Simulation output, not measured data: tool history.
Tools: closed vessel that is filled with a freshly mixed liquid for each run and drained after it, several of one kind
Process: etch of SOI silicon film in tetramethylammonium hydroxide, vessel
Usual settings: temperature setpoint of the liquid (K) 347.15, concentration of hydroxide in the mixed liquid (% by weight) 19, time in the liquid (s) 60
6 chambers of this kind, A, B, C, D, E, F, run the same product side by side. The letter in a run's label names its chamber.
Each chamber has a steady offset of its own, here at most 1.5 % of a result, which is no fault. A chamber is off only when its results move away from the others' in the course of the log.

run,day,temperature setpoint of the liquid (K),concentration of hydroxide in the mixed liquid (% by weight),time in the liquid (s),"read-back film thickness of the SOI silicon film reference wafer, read on the same gauge (nm)",thickness taken off the SOI silicon film on a monitor wafer (nm)
1F,0.254,347.15,19,60,109.96,441.58
2C,0.462,347.15,19,60,110.03,431.25
3D,0.812,347.15,19,60,110,426.23
4A,1.133,347.15,19,60,109.98,432.41
5E,1.354,347.15,19,60,110.03,437.5
6B,1.596,347.15,19,60,109.97,431.96
7D,1.962,347.15,19,60,109.96,427.97
8F,2.271,347.15,19,60,110.01,434.91
9E,2.558,347.15,19,60,109.97,434.75
10B,2.767,347.15,19,60,110.06,436.59
11C,3.117,351.15,17,60,109.98,563.69
12A,3.492,351.15,17,60,110.05,563.66
13B,3.796,351.15,17,60,110.04,567.25
14F,4.162,351.15,17,60,110,578.28
# day 4.304: chamber B: thermometer replaced
15E,4.342,351.15,17,60,110,566.24
16C,4.612,351.15,17,60,110.03,565.59
17D,4.9,347.15,19,60,110.08,428.8
18A,5.204,347.15,19,60,110.01,418.9
19F,5.442,347.15,19,60,110,438.96
20C,5.75,347.15,19,60,110.07,428.32
21B,6.071,347.15,19,60,110.04,433.37
22E,6.283,347.15,19,60,110.04,434.24
23A,6.617,347.15,19,60,110,415.58
24D,6.925,347.15,19,60,109.97,429.06
25E,7.246,347.15,19,60,110.02,433.95
26B,7.625,347.15,19,60,110.01,433.91
27F,7.825,347.15,19,60,109.99,435.72
28A,8.042,347.15,19,60,110.02,412.03
29C,8.371,347.15,19,60,110.01,423.81
30D,8.654,347.15,19,60,110,427.5
31B,8.85,347.15,19,60,109.96,434.64
32D,9.017,340.15,19,75,109.94,358.57
33C,9.242,340.15,19,75,110.04,353.8
34A,9.554,340.15,19,75,110,336.93
35E,9.771,340.15,19,75,110.02,360.49
36F,10.125,340.15,19,75,110.01,362.63
37A,10.338,340.15,19,75,109.94,333.72
38C,10.679,347.15,19,60,110,426.19
39E,11.05,347.15,19,60,110.07,433.15
40D,11.229,347.15,19,60,110.03,428.53
41B,11.492,347.15,19,60,110.04,434.19

Next, every chamber runs the same settings. What will each give?
42A,11.762,347.15,16,60,,?
42B,11.762,347.15,16,60,,?
42C,11.762,347.15,16,60,,?
42D,11.762,347.15,16,60,,?
42E,11.762,347.15,16,60,,?
42F,11.762,347.15,16,60,,?

run,thickness taken off the SOI silicon film on a monitor wafer (nm)
42A,427.37
42B,461.13
42C,456.35
42D,458.5
42E,464.95
42F,466.93
